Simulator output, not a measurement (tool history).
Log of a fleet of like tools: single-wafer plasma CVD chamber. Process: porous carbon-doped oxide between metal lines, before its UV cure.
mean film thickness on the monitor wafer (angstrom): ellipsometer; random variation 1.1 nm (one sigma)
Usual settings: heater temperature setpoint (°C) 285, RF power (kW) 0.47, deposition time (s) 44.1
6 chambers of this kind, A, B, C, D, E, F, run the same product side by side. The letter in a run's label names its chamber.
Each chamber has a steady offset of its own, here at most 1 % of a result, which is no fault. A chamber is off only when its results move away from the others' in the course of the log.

| run | hour | heater temperature setpoint (°C) | RF power (kW) | deposition time (s) | read-back reference wafer on the same gauge, thickness_nm | mean film thickness on the monitor wafer (angstrom) |
|---|---|---|---|---|---|---|
| 1E | 8.6 | 285 | 0.47 | 44.1 | 244.07 | 2469.8 |
| 2F | 17.8 | 285 | 0.47 | 44.1 | 244.1 | 2457.7 |
| 3D | 28.4 | 285 | 0.47 | 44.1 | 243.97 | 2440.1 |
| 4A | 39.5 | 285 | 0.47 | 44.1 | 244.13 | 2482.4 |
| 5C | 50.5 | 291 | 0.47 | 40.9 | 244.13 | 2192.9 |
| 6B | 58.3 | 291 | 0.47 | 40.9 | 243.98 | 2191.6 |
| 7A | 69.1 | 291 | 0.47 | 40.9 | 244.02 | 2229.2 |
| 8E | 80.9 | 291 | 0.47 | 40.9 | 243.74 | 2216.9 |
| 9D | 91.5 | 291 | 0.47 | 40.9 | 243.97 | 2198.3 |
| 10B | 103.5 | 291 | 0.47 | 40.9 | 244.08 | 2203.2 |
| 11C | 111.5 | 285 | 0.47 | 44.1 | 243.84 | 2444.5 |
| 12F | 119.9 | 285 | 0.47 | 44.1 | 243.93 | 2450.6 |
| 13F | 127.2 | 285 | 0.47 | 44.1 | 243.92 | 2460.8 |
| 14E | 134.2 | 285 | 0.47 | 44.1 | 244.1 | 2486 |
| 15C | 145.9 | 285 | 0.47 | 44.1 | 243.97 | 2460.7 |
| 16B | 152.3 | 285 | 0.47 | 44.1 | 243.91 | 2456.3 |
| 17D | 159.4 | 285 | 0.47 | 44.1 | 243.86 | 2458.4 |
|  | 164.5 | chamber E: thermocouple changed; heater temperature recalibrated |
| 18A | 168.4 | 285 | 0.47 | 44.1 | 244.23 | 2467.2 |
| 19E | 178.6 | 285 | 0.47 | 44.1 | 244.05 | 2480.4 |
|  | 185.7 | chamber E: RF generator calibrated |
| 20C | 188 | 285 | 0.47 | 44.1 | 244.33 | 2444.3 |
| 21F | 199.2 | 285 | 0.47 | 44.1 | 243.99 | 2447.4 |
| 22A | 209.5 | 285 | 0.47 | 44.1 | 244.1 | 2469.3 |
| 23D | 220.3 | 285 | 0.47 | 44.1 | 244.08 | 2467.4 |
| 24B | 229 | 285 | 0.47 | 44.1 | 244.18 | 2460.3 |
| 25B | 240.3 | 285 | 0.47 | 44.1 | 243.61 | 2446.4 |
| 26A | 249.3 | 285 | 0.47 | 44.1 | 243.77 | 2484.8 |
| 27D | 260 | 285 | 0.47 | 44.1 | 244.26 | 2457.7 |
| 28C | 271.9 | 280 | 0.47 | 51.7 | 244.03 | 2952.6 |
| 29F | 283.7 | 280 | 0.47 | 51.7 | 243.95 | 2907.9 |
| 30E | 291.2 | 280 | 0.47 | 51.7 | 244.04 | 2990.8 |
|  | 294.5 | chamber A: thermocouple changed; heater temperature recalibrated |
| 31A | 298.7 | 280 | 0.47 | 51.7 | 243.71 | 3009.2 |
| 32D | 309.2 | 280 | 0.47 | 51.7 | 244.22 | 2982.2 |
| 33F | 315.6 | 280 | 0.47 | 51.7 | 244.11 | 2901.4 |
| 34B | 327.4 | 285 | 0.47 | 44.1 | 244.08 | 2479.7 |
| 35C | 336 | 285 | 0.47 | 44.1 | 244.01 | 2451.9 |
| 36E | 348 | 285 | 0.47 | 44.1 | 243.94 | 2466.7 |
| 37C | 358.2 | 285 | 0.47 | 44.1 | 243.94 | 2432.9 |

Is one chamber off against the others, does the gauge drift, or is nothing wrong? If a chamber is off, say which, and what the likeliest cause is.

Chamber F drifts away from the others.
Cause: wafer temperature above the value expected at the setpoint (K) = 4.87.
The log may not tell that from: delivered RF power below the setpoint (%).

Here are 4 candidates for chamber F's next run, each the usual settings with a change, their results left as question marks. Which one brings its results back in line with what the others give on the usual settings?
In line means no further than this from the other chambers' mean on the usual settings: mean film thickness on the monitor wafer (angstrom) 40
| 38F-1 | 366.9 | 285 | 0.47 | 46.7 |  | ? |
| 38F-2 | 366.9 | 286 | 0.465 | 43.3 |  | ? |
| 38F-3 | 366.9 | 284 | 0.475 | 44.9 |  | ? |
| 38F-4 | 366.9 | 285 | 0.455 | 42.4 |  | ? |

The other chambers' mean on the usual settings: mean film thickness on the monitor wafer (angstrom) 2461.9
| run | mean film thickness on the monitor wafer (angstrom) |
|---|---|
| 38F-1 | 2526.1 |
| 38F-2 | 2315.1 |
| 38F-3 | 2463.6 |
| 38F-4 | 2248.5 |
38F-3 brings the chamber back in line.

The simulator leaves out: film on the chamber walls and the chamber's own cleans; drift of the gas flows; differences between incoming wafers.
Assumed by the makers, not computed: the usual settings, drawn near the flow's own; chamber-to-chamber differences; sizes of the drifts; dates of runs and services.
